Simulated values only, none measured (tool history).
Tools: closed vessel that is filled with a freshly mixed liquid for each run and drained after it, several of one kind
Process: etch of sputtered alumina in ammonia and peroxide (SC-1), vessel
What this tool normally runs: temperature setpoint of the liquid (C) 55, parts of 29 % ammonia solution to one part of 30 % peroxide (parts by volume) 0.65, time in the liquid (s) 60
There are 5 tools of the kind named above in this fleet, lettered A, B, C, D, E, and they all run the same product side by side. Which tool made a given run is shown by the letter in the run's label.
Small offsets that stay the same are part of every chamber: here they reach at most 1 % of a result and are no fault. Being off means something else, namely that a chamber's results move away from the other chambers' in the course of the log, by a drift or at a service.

run   hour  temperature setpoint of the liquid (C)  parts of 29 % ammonia solution to one part of 30 % peroxide (parts by volume)  time in the liquid (s)  read-back film thickness of the sputtered alumina reference wafer, read on the same gauge (nm)  thickness taken off the sputtered alumina on a monitor wafer (nm)
 1C     11                                      55                                                                           0.65                      60                                                                                          79.994                                                             5.0543
 2B   21.4                                      55                                                                           0.65                      60                                                                                          79.989                                                             5.1038
 3E   29.6                                      55                                                                           0.65                      60                                                                                          80.003                                                             5.0303
 4A   40.4                                      55                                                                           0.65                      60                                                                                          80.006                                                              5.056
 5D   51.9                                      55                                                                           0.65                      60                                                                                          79.983                                                             5.1342
      53.4  -- chamber D: thermometer replaced
      56.5  -- chamber E: thermometer replaced
 6C   58.9                                      55                                                                           0.65                      60                                                                                          79.981                                                             5.1278
 7D   69.1                                      55                                                                           0.65                      60                                                                                          80.006                                                             5.1355
 8B   77.8                                      55                                                                           0.65                      60                                                                                          80.008                                                             5.1581
 9E   83.8                                    59.5                                                                           0.65                      60                                                                                          80.012                                                             6.4256
10A   91.2                                    59.5                                                                           0.65                      60                                                                                          80.027                                                             6.3169
11B   96.2                                    59.5                                                                           0.65                      60                                                                                          79.999                                                             6.4971
12E  106.3                                    59.5                                                                           0.65                      60                                                                                          80.007                                                             6.4448
13C  116.8                                    59.5                                                                           0.65                      60                                                                                          80.007                                                             6.4362
     118.4  -- chamber A: ammonia flow meter replaced
14D  123.4                                      55                                                                           0.65                      60                                                                                          79.997                                                             5.1377
15A  130.6                                      55                                                                           0.65                      60                                                                                          79.995                                                             5.0943
16D  139.6                                      55                                                                           0.65                      60                                                                                          80.004                                                             5.0955
17B  149.2                                    49.5                                                                            0.4                      60                                                                                          79.995                                                             3.6065
18A  160.2                                    49.5                                                                            0.4                      60                                                                                          79.978                                                              3.637
19E  167.5                                    49.5                                                                            0.4                      60                                                                                          80.007                                                              3.595
20C  173.9                                    49.5                                                                            0.4                      60                                                                                          79.999                                                             3.6124
21A  179.6                                    49.5                                                                            0.4                      60                                                                                          80.005                                                             3.6674
22C  188.4                                    49.5                                                                           0.65                      40                                                                                          80.016                                                             2.5195
23E  196.3                                    49.5                                                                           0.65                      40                                                                                          80.007                                                             2.5106
       206  -- chamber A: new drum of ammonia solution connected
24B    207                                    49.5                                                                           0.65                      40                                                                                          80.001                                                             2.5241
25D    215                                    49.5                                                                           0.65                      40                                                                                          79.982                                                             2.5488
26A    221                                    49.5                                                                           0.65                      40                                                                                          80.008                                                             2.5112
27D  230.8                                      55                                                                           0.65                      75                                                                                          80.013                                                             6.4442
     238.3  -- chamber E: ammonia flow meter replaced
28B  238.5                                      55                                                                           0.65                      75                                                                                          80.007                                                             6.4161
       241  -- chamber C: new drum of ammonia solution connected
29E    247                                      55                                                                           0.65                      75                                                                                          79.998                                                             6.3276
30C  254.2                                      55                                                                           0.65                      75                                                                                          79.975                                                              6.288
31A    265                                      55                                                                           0.65                      75                                                                                          80.008                                                             6.4235

All 5 chambers run these settings next. Forecast each chamber's results:
32A  273.2                                      55                                                                           0.65                      80                                                                                                                                                                  ?
32B  273.2                                      55                                                                           0.65                      80                                                                                                                                                                  ?
32C  273.2                                      55                                                                           0.65                      80                                                                                                                                                                  ?
32D  273.2                                      55                                                                           0.65                      80                                                                                                                                                                  ?
32E  273.2                                      55                                                                           0.65                      80                                                                                                                                                                  ?

run  thickness taken off the sputtered alumina on a monitor wafer (nm)
32A                                                             6.7438
32B                                                             6.8191
32C                                                              6.721
32D                                                             6.7803
32E                                                             6.7906

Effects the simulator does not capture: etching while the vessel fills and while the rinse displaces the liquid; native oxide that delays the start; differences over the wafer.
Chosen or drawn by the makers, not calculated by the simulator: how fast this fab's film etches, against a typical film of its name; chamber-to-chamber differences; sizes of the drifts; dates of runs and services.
